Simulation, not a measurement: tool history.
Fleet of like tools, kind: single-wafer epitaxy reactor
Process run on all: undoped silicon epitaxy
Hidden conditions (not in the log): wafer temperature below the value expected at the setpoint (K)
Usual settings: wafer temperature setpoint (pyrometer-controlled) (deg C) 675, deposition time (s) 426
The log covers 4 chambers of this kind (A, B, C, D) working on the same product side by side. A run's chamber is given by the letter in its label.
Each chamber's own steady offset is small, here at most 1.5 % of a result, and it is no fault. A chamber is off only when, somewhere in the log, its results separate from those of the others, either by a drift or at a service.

run   hour  wafer temperature setpoint (pyrometer-controlled) (deg C)  deposition time (s)  hours since the last pyrometer calibration  read-back reference wafer on the same gauge, thickness_nm  mean film thickness on the monitor wafer (angstrom)
 1B    9.3                                                        675                  426                                       854.6                                                     122.07                                               1196.8
 2D   21.6                                                        675                  426                                       132.3                                                     122.06                                               1214.4
 3A   28.7                                                        675                  426                                       919.3                                                     122.04                                               1197.2
 4C   40.5                                                        675                  426                                       580.1                                                      122.2                                               1204.4
 5A   50.4                                                        675                  426                                         941                                                      122.1                                               1208.1
 6B   57.5                                                        675                  506                                       902.8                                                     121.95                                               1431.2
 7D   64.5                                                        675                  506                                       175.2                                                     122.01                                               1447.2
 8C   74.2                                                        675                  506                                       613.8                                                     122.03                                               1438.6
 9B   86.2                                                        675                  506                                       931.5                                                     122.09                                               1433.4
10D   95.7                                                        681                  465                                       206.4                                                     121.91                                               1498.1
11C  106.4                                                        681                  465                                         646                                                     122.02                                               1491.1
12A  120.3                                                        681                  465                                      1010.9                                                     121.94                                               1496.6
13C  131.7                                                        681                  465                                       671.3                                                     122.13                                               1507.4
14A  139.2                                                        675                  426                                      1029.8                                                     122.06                                               1219.4
15B  154.5                                                        675                  426                                       999.8                                                     122.13                                               1193.9
16D  169.7                                                        675                  426                                       280.4                                                     122.07                                               1215.7
17B  176.4                                                        666                  485                                      1021.7                                                        122                                               1125.4
18C    188                                                        666                  485                                       727.6                                                     121.99                                               1131.9
19A  202.2                                                        666                  485                                      1092.8                                                     122.01                                               1130.4
20D  215.6                                                        666                  485                                       326.3                                                        122                                               1144.1
21C  229.6                                                        675                  426                                       769.2                                                     121.93                                               1193.9
22A  243.1                                                        675                  426                                      1133.7                                                     121.93                                                 1219
23D    250                                                        675                  426                                       360.7                                                     121.92                                               1219.1
24B    265                                                        675                  426                                      1110.3                                                     122.11                                                 1197
25B  279.8                                                        675                  504                                      1125.1                                                        122                                               1411.5
26D  293.5                                                        675                  504                                       404.2                                                     121.88                                               1433.4
27C  304.9                                                        675                  504                                       844.5                                                     121.99                                               1392.4
28A  315.5                                                        675                  504                                      1206.1                                                     122.08                                                 1438
     321.6  -- chamber A: pyrometer calibrated
29B  330.9                                                        675                  426                                      1176.2                                                     122.01                                               1195.1
30A  345.3                                                        675                  426                                        23.8                                                     121.96                                               1219.3
31C  358.9                                                        675                  426                                       898.5                                                     121.97                                               1162.9
32D  366.2                                                        662                  364                                       476.9                                                     122.02                                               791.41
33D  380.9                                                        662                  364                                       491.6                                                     122.01                                               794.04
34B  392.1                                                        662                  364                                      1237.4                                                     122.04                                               777.85
35A  401.5                                                        662                  364                                          80                                                     121.98                                               782.97
36C  408.2                                                        675                  426                                       947.8                                                     121.89                                               1163.4
37A  421.3                                                        675                  426                                        99.8                                                      121.8                                               1216.7
38D  430.8                                                        675                  426                                       541.5                                                        122                                               1203.4
39B  444.2                                                        675                  426                                      1289.5                                                     121.94                                               1195.4
40C  452.1                                                        675                  426                                       991.7                                                      121.9                                               1162.6
41D  464.6                                                        686                  426                                       575.3                                                     121.88                                               1515.7
42A  474.1                                                        686                  426                                       152.6                                                     121.89                                               1535.8
43C    482                                                        686                  426                                      1021.6                                                     121.76                                               1431.3
44B  493.9                                                        686                  426                                      1339.2                                                     122.04                                               1502.9

All chambers now run identical settings, listed one chamber a line with results as question marks. What results will each chamber show?
45A   505                                                        663                  426                                                                                                                                                           ?
45B   505                                                        663                  426                                                                                                                                                           ?
45C   505                                                        663                  426                                                                                                                                                           ?
45D   505                                                        663                  426                                                                                                                                                           ?

run  mean film thickness on the monitor wafer (angstrom)
45A                                                938.9
45B                                               922.48
45C                                               874.11
45D                                               945.61
